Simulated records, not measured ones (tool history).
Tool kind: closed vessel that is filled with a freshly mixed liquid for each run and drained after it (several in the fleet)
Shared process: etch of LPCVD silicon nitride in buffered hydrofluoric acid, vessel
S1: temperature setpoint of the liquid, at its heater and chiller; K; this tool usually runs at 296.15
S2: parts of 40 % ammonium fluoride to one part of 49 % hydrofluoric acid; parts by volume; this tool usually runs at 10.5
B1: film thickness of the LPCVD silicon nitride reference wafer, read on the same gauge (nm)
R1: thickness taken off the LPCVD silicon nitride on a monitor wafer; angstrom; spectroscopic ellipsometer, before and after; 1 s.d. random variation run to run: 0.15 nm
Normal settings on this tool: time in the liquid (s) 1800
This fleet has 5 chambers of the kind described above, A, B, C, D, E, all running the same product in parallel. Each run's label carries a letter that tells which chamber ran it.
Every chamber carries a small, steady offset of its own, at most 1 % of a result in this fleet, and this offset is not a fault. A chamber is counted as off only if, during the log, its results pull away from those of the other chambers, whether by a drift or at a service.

{"run": "1A", "hour": 6.0, "S1": 296.15, "S2": 10.5, "time in the liquid (s)": 1800, "B1": 140.01, "R1": 208.35}
{"run": "2C", "hour": 13.2, "S1": 296.15, "S2": 10.5, "time in the liquid (s)": 1800, "B1": 140, "R1": 205.24}
{"run": "3B", "hour": 20.7, "S1": 296.15, "S2": 10.5, "time in the liquid (s)": 1800, "B1": 140, "R1": 206.59}
{"run": "4D", "hour": 27.1, "S1": 296.15, "S2": 10.5, "time in the liquid (s)": 1800, "B1": 139.98, "R1": 205.28}
{"run": "5E", "hour": 32.2, "S1": 296.15, "S2": 10.5, "time in the liquid (s)": 1800, "B1": 140.02, "R1": 206.72}
{"hour": 32.9, "done": "chamber C: thermometer replaced"}
{"run": "6A", "hour": 41.1, "S1": 296.15, "S2": 10.5, "time in the liquid (s)": 1800, "B1": 140, "R1": 209}
{"run": "7E", "hour": 49.9, "S1": 296.15, "S2": 10.5, "time in the liquid (s)": 1800, "B1": 139.99, "R1": 205.37}
{"run": "8D", "hour": 58.2, "S1": 296.15, "S2": 10.5, "time in the liquid (s)": 1800, "B1": 140.01, "R1": 207.05}
{"run": "9C", "hour": 66.6, "S1": 296.15, "S2": 10.5, "time in the liquid (s)": 2515, "B1": 139.99, "R1": 288.06}
{"run": "10B", "hour": 71.6, "S1": 296.15, "S2": 10.5, "time in the liquid (s)": 2515, "B1": 140.02, "R1": 291.57}
{"run": "11A", "hour": 78.6, "S1": 296.15, "S2": 10.5, "time in the liquid (s)": 2515, "B1": 140.02, "R1": 289.69}
{"run": "12C", "hour": 83.7, "S1": 296.15, "S2": 10.5, "time in the liquid (s)": 2515, "B1": 139.98, "R1": 286.07}
{"run": "13E", "hour": 92.2, "S1": 296.15, "S2": 10.5, "time in the liquid (s)": 2515, "B1": 139.98, "R1": 289.42}
{"run": "14B", "hour": 97.9, "S1": 296.15, "S2": 10.5, "time in the liquid (s)": 1800, "B1": 140.03, "R1": 208.16}
{"run": "15D", "hour": 105.1, "S1": 296.15, "S2": 8, "time in the liquid (s)": 1800, "B1": 140, "R1": 258.85}
{"run": "16B", "hour": 109.5, "S1": 296.15, "S2": 8, "time in the liquid (s)": 1800, "B1": 140.01, "R1": 265.58}
{"run": "17E", "hour": 118.0, "S1": 296.15, "S2": 8, "time in the liquid (s)": 1800, "B1": 139.99, "R1": 263.68}
{"run": "18D", "hour": 123.3, "S1": 296.15, "S2": 8, "time in the liquid (s)": 1800, "B1": 139.99, "R1": 264.18}
{"run": "19C", "hour": 127.3, "S1": 296.15, "S2": 8, "time in the liquid (s)": 1800, "B1": 139.99, "R1": 261.99}
{"run": "20A", "hour": 133.3, "S1": 296.15, "S2": 10.5, "time in the liquid (s)": 1800, "B1": 139.99, "R1": 199.56}
{"run": "21B", "hour": 137.5, "S1": 296.15, "S2": 10.5, "time in the liquid (s)": 1800, "B1": 140, "R1": 206.98}
{"run": "22A", "hour": 145.8, "S1": 296.15, "S2": 10.5, "time in the liquid (s)": 1800, "B1": 139.98, "R1": 202.11}
{"run": "23C", "hour": 152.7, "S1": 296.15, "S2": 7, "time in the liquid (s)": 1475, "B1": 140.01, "R1": 245}
{"run": "24E", "hour": 157.3, "S1": 296.15, "S2": 7, "time in the liquid (s)": 1475, "B1": 140.01, "R1": 246.28}
{"hour": 157.6, "done": "chamber B: hydrofluoric acid flow meter replaced"}
{"run": "25D", "hour": 161.6, "S1": 296.15, "S2": 7, "time in the liquid (s)": 1475, "B1": 139.98, "R1": 245.49}
{"run": "26D", "hour": 170.0, "S1": 296.15, "S2": 7, "time in the liquid (s)": 1475, "B1": 140.01, "R1": 247.48}
{"run": "27B", "hour": 177.4, "S1": 296.15, "S2": 7, "time in the liquid (s)": 1475, "B1": 140.01, "R1": 248.68}
{"run": "28C", "hour": 186.4, "S1": 296.15, "S2": 10.5, "time in the liquid (s)": 1800, "B1": 139.99, "R1": 204.65}
{"run": "29A", "hour": 192.7, "S1": 296.15, "S2": 10.5, "time in the liquid (s)": 1800, "B1": 140.02, "R1": 193.12}
{"run": "30E", "hour": 199.7, "S1": 296.15, "S2": 10.5, "time in the liquid (s)": 1800, "B1": 140.01, "R1": 206.51}
{"run": "31D", "hour": 203.9, "S1": 296.15, "S2": 10.5, "time in the liquid (s)": 1800, "B1": 139.99, "R1": 205.67}
{"run": "32C", "hour": 210.2, "S1": 294.15, "S2": 10.5, "time in the liquid (s)": 2810, "B1": 139.99, "R1": 286.62}
{"run": "33E", "hour": 215.7, "S1": 294.15, "S2": 10.5, "time in the liquid (s)": 2810, "B1": 140.03, "R1": 288.89}
{"run": "34B", "hour": 224.9, "S1": 294.15, "S2": 10.5, "time in the liquid (s)": 2810, "B1": 140, "R1": 292.17}

Predict what each chamber gives when all 5 of them run the settings below next.
{"run": "35A", "hour": 231.5, "S1": 292.15, "S2": 10.5, "time in the liquid (s)": 1800, "R1": "?"}
{"run": "35B", "hour": 231.5, "S1": 292.15, "S2": 10.5, "time in the liquid (s)": 1800, "R1": "?"}
{"run": "35C", "hour": 231.5, "S1": 292.15, "S2": 10.5, "time in the liquid (s)": 1800, "R1": "?"}
{"run": "35D", "hour": 231.5, "S1": 292.15, "S2": 10.5, "time in the liquid (s)": 1800, "R1": "?"}
{"run": "35E", "hour": 231.5, "S1": 292.15, "S2": 10.5, "time in the liquid (s)": 1800, "R1": "?"}

run=35A R1=153.09
run=35B R1=166.54
run=35C R1=162.98
run=35D R1=165.38
run=35E R1=163.72
